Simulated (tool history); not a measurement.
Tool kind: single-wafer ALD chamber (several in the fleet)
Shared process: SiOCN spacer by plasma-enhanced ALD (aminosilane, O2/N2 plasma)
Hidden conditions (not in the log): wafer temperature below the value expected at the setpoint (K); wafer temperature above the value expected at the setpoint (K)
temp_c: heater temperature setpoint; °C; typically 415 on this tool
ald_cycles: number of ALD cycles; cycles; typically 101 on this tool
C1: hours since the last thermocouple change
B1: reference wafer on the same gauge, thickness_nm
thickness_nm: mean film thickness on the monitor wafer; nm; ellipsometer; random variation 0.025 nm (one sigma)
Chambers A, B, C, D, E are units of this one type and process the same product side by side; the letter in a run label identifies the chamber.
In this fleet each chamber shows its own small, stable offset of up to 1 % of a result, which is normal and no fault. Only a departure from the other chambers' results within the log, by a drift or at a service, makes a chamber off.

Run 1A, hour 3.0: usual settings; C1 285.3; B1 4.9302. Result: thickness_nm 5.8192 nm.
Run 2D, hour 8.0: usual settings; C1 2461.0; B1 4.9326. Result: thickness_nm 5.8358 nm.
Run 3E, hour 10.7: usual settings; C1 201.4; B1 4.9345. Result: thickness_nm 5.7843 nm.
Run 4C, hour 16.5: usual settings; C1 1267.3; B1 4.9324. Result: thickness_nm 5.7856 nm.
Run 5B, hour 19.4: usual settings but temp_c 403 °C, ald_cycles 90 cycles; C1 986.8; B1 4.9305. Result: thickness_nm 5.4375 nm.
Run 6E, hour 24.8: usual settings but temp_c 403 °C, ald_cycles 90 cycles; C1 215.5; B1 4.9345. Result: thickness_nm 5.3890 nm.
Run 7D, hour 27.4: usual settings but temp_c 403 °C, ald_cycles 90 cycles; C1 2480.4; B1 4.9281. Result: thickness_nm 5.4214 nm.
Run 8B, hour 32.8: usual settings but temp_c 403 °C, ald_cycles 90 cycles; C1 1000.2; B1 4.9315. Result: thickness_nm 5.3720 nm.
Run 9C, hour 36.9: usual settings but temp_c 403 °C, ald_cycles 90 cycles; C1 1287.7; B1 4.9277. Result: thickness_nm 5.3530 nm.
Run 10A, hour 41.4: usual settings; C1 323.7; B1 4.9286. Result: thickness_nm 5.7889 nm.
Run 11A, hour 45.9: usual settings; C1 328.2; B1 4.9264. Result: thickness_nm 5.8106 nm.
Run 12E, hour 48.9: usual settings; C1 239.6; B1 4.9272. Result: thickness_nm 5.8085 nm.
Run 13B, hour 53.8: usual settings; C1 1021.2; B1 4.9275. Result: thickness_nm 5.9134 nm.
Run 14C, hour 59.6: usual settings; C1 1310.4; B1 4.9276. Result: thickness_nm 5.8067 nm.
Run 15D, hour 63.4: usual settings; C1 2516.4; B1 4.9273. Result: thickness_nm 5.8532 nm.
Run 16A, hour 67.6: usual settings; C1 349.9; B1 4.9325. Result: thickness_nm 5.7797 nm.
Run 17C, hour 72.2: usual settings; C1 1323.0; B1 4.9282. Result: thickness_nm 5.7473 nm.
Run 18D, hour 76.9: usual settings; C1 2529.9; B1 4.9294. Result: thickness_nm 5.8718 nm.
Run 19E, hour 79.7: usual settings; C1 270.4; B1 4.9307. Result: thickness_nm 5.7959 nm.
Run 20B, hour 85.0: usual settings; C1 1052.4; B1 4.9320. Result: thickness_nm 5.8455 nm.
Run 21A, hour 90.7: usual settings; C1 373.0; B1 4.9279. Result: thickness_nm 5.8166 nm.
Run 22D, hour 94.9: usual settings; C1 2547.9; B1 4.9262. Result: thickness_nm 5.8604 nm.
Run 23B, hour 98.8: usual settings; C1 1066.2; B1 4.9256. Result: thickness_nm 5.8379 nm.
Run 24C, hour 102.0: usual settings but temp_c 409 °C; C1 1352.8; B1 4.9308. Result: thickness_nm 5.9373 nm.
Run 25E, hour 106.1: usual settings but temp_c 409 °C; C1 296.8; B1 4.9260. Result: thickness_nm 5.9169 nm.
Run 26B, hour 111.9: usual settings but temp_c 409 °C; C1 1079.3; B1 4.9306. Result: thickness_nm 5.9278 nm.
Run 27E, hour 116.1: usual settings but temp_c 409 °C; C1 306.8; B1 4.9340. Result: thickness_nm 5.9079 nm.
Run 28C, hour 119.3: usual settings but temp_c 409 °C; C1 1370.1; B1 4.9317. Result: thickness_nm 5.8997 nm.
Run 29D, hour 122.8: usual settings; C1 2575.8; B1 4.9309. Result: thickness_nm 5.8327 nm.
Run 30A, hour 126.2: usual settings; C1 408.5; B1 4.9338. Result: thickness_nm 5.8326 nm.
Run 31D, hour 128.7: usual settings; C1 2581.7; B1 4.9267. Result: thickness_nm 5.8750 nm.

Is one chamber out of step, is the gauge drifting, or do the chambers differ by no more than their own small offsets? For an off chamber, give its letter and the likeliest cause.

The fleet is healthy, with each chamber sitting at its usual small offset and no drift in the gauge.
